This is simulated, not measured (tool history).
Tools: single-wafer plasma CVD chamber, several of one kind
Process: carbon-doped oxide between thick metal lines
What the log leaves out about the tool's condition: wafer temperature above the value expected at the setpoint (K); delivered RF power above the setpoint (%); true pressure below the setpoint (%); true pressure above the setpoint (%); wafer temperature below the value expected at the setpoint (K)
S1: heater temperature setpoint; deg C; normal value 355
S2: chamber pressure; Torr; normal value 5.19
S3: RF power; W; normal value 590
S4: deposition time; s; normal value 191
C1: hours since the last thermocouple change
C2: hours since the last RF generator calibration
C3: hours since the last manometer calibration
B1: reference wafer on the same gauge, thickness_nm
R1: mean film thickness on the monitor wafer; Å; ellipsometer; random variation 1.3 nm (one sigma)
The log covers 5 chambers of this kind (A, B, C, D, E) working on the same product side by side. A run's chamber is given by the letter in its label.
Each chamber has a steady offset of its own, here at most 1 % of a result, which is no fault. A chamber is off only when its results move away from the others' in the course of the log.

Run 1C, hour 13.0: usual settings; C1 73.5; C2 682.4; C3 1119.5; B1 890.12. Result: R1 10649.0 Å.
Run 2A, hour 23.6: usual settings; C1 1089.8; C2 1783.5; C3 987.0; B1 890.25. Result: R1 10612.0 Å.
Run 3D, hour 32.3: usual settings; C1 409.5; C2 117.0; C3 1198.6; B1 890.47. Result: R1 10580.0 Å.
Run 4B, hour 42.4: usual settings; C1 1063.8; C2 1082.5; C3 1397.5; B1 890.56. Result: R1 10597.0 Å.
Run 5E, hour 51.4: usual settings; C1 1890.9; C2 644.1; C3 227.1; B1 890.39. Result: R1 10532.0 Å.
Run 6E, hour 59.1: usual settings; C1 1898.6; C2 651.8; C3 234.8; B1 890.75. Result: R1 10548.0 Å.
At hour 62.6: chamber A: RF generator calibrated.
Run 7A, hour 71.9: usual settings; C1 1138.1; C2 9.3; C3 1035.3; B1 890.75. Result: R1 10614.0 Å.
Run 8B, hour 83.7: usual settings; C1 1105.1; C2 1123.8; C3 1438.8; B1 890.96. Result: R1 10575.0 Å.
Run 9D, hour 93.4: usual settings; C1 470.6; C2 178.1; C3 1259.7; B1 891.32. Result: R1 10589.0 Å.
Run 10C, hour 105.1: usual settings; C1 165.6; C2 774.5; C3 1211.6; B1 891.39. Result: R1 10623.0 Å.
Run 11E, hour 112.7: usual settings; C1 1952.2; C2 705.4; C3 288.4; B1 891.66. Result: R1 10559.0 Å.
Run 12C, hour 125.7: usual settings; C1 186.2; C2 795.1; C3 1232.2; B1 891.76. Result: R1 10627.0 Å.
Run 13A, hour 135.9: usual settings; C1 1202.1; C2 73.3; C3 1099.3; B1 891.70. Result: R1 10625.0 Å.
Run 14D, hour 144.5: usual settings but S1 362 deg C, S3 530 W; C1 521.7; C2 229.2; C3 1310.8; B1 891.94. Result: R1 9760.6 Å.
At hour 152.8: chamber A: thermocouple changed; heater temperature recalibrated.
Run 15B, hour 153.6: usual settings but S1 362 deg C, S3 530 W; C1 1175.0; C2 1193.7; C3 1508.7; B1 892.00. Result: R1 9784.3 Å.
Run 16D, hour 159.5: usual settings but S1 362 deg C, S3 530 W; C1 536.7; C2 244.2; C3 1325.8; B1 891.88. Result: R1 9756.0 Å.
Run 17C, hour 167.2: usual settings but S1 362 deg C, S3 530 W; C1 227.7; C2 836.6; C3 1273.7; B1 891.97. Result: R1 9839.9 Å.
Run 18B, hour 180.1: usual settings but S1 362 deg C, S3 530 W; C1 1201.5; C2 1220.2; C3 1535.2; B1 892.27. Result: R1 9789.0 Å.
Run 19E, hour 192.7: usual settings; C1 2032.2; C2 785.4; C3 368.4; B1 892.03. Result: R1 10541.0 Å.
Run 20A, hour 203.5: usual settings; C1 50.8; C2 140.9; C3 1166.9; B1 892.52. Result: R1 10657.0 Å.
Run 21C, hour 209.5: usual settings; C1 270.0; C2 878.9; C3 1316.0; B1 892.48. Result: R1 10665.0 Å.
Run 22A, hour 220.0: usual settings but S4 218 s; C1 67.3; C2 157.4; C3 1183.4; B1 892.75. Result: R1 12132.0 Å.
Run 23D, hour 228.2: usual settings but S4 218 s; C1 605.4; C2 312.9; C3 1394.5; B1 892.87. Result: R1 12115.0 Å.
Run 24E, hour 240.2: usual settings but S4 218 s; C1 2079.7; C2 832.9; C3 415.9; B1 892.98. Result: R1 12021.0 Å.
Run 25B, hour 247.0: usual settings but S4 218 s; C1 1268.4; C2 1287.1; C3 1602.1; B1 893.19. Result: R1 12112.0 Å.
Run 26E, hour 256.7: usual settings but S4 218 s; C1 2096.2; C2 849.4; C3 432.4; B1 893.18. Result: R1 12066.0 Å.
Run 27D, hour 269.7: usual settings; C1 646.9; C2 354.4; C3 1436.0; B1 893.31. Result: R1 10632.0 Å.
Run 28A, hour 279.2: usual settings; C1 126.5; C2 216.6; C3 1242.6; B1 893.47. Result: R1 10641.0 Å.
Run 29C, hour 289.6: usual settings; C1 350.1; C2 959.0; C3 1396.1; B1 893.91. Result: R1 10665.0 Å.
Run 30B, hour 299.5: usual settings but S1 366 deg C; C1 1320.9; C2 1339.6; C3 1654.6; B1 893.89. Result: R1 10344.0 Å.
Run 31E, hour 307.3: usual settings but S1 366 deg C; C1 2146.8; C2 900.0; C3 483.0; B1 893.79. Result: R1 10316.0 Å.
Run 32A, hour 315.0: usual settings but S1 366 deg C; C1 162.3; C2 252.4; C3 1278.4; B1 893.91. Result: R1 10374.0 Å.
Run 33B, hour 322.6: usual settings but S1 366 deg C; C1 1344.0; C2 1362.7; C3 1677.7; B1 893.95. Result: R1 10372.0 Å.
Run 34D, hour 329.9: usual settings but S1 366 deg C; C1 707.1; C2 414.6; C3 1496.2; B1 893.93. Result: R1 10353.0 Å.
Run 35C, hour 335.7: usual settings; C1 396.2; C2 1005.1; C3 1442.2; B1 894.21. Result: R1 10695.0 Å.
Run 36E, hour 348.5: usual settings; C1 2188.0; C2 941.2; C3 524.2; B1 894.38. Result: R1 10582.0 Å.
Run 37B, hour 359.1: usual settings; C1 1380.5; C2 1399.2; C3 1714.2; B1 894.47. Result: R1 10642.0 Å.

All 5 chambers run these settings next. Forecast each chamber's results:
Run 38A, hour 368.5: usual settings. Result: R1 ?.
Run 38B, hour 368.5: usual settings. Result: R1 ?.
Run 38C, hour 368.5: usual settings. Result: R1 ?.
Run 38D, hour 368.5: usual settings. Result: R1 ?.
Run 38E, hour 368.5: usual settings. Result: R1 ?.

run       R1
38A  10627.0
38B  10644.0
38C  10692.0
38D  10642.0
38E  10568.0

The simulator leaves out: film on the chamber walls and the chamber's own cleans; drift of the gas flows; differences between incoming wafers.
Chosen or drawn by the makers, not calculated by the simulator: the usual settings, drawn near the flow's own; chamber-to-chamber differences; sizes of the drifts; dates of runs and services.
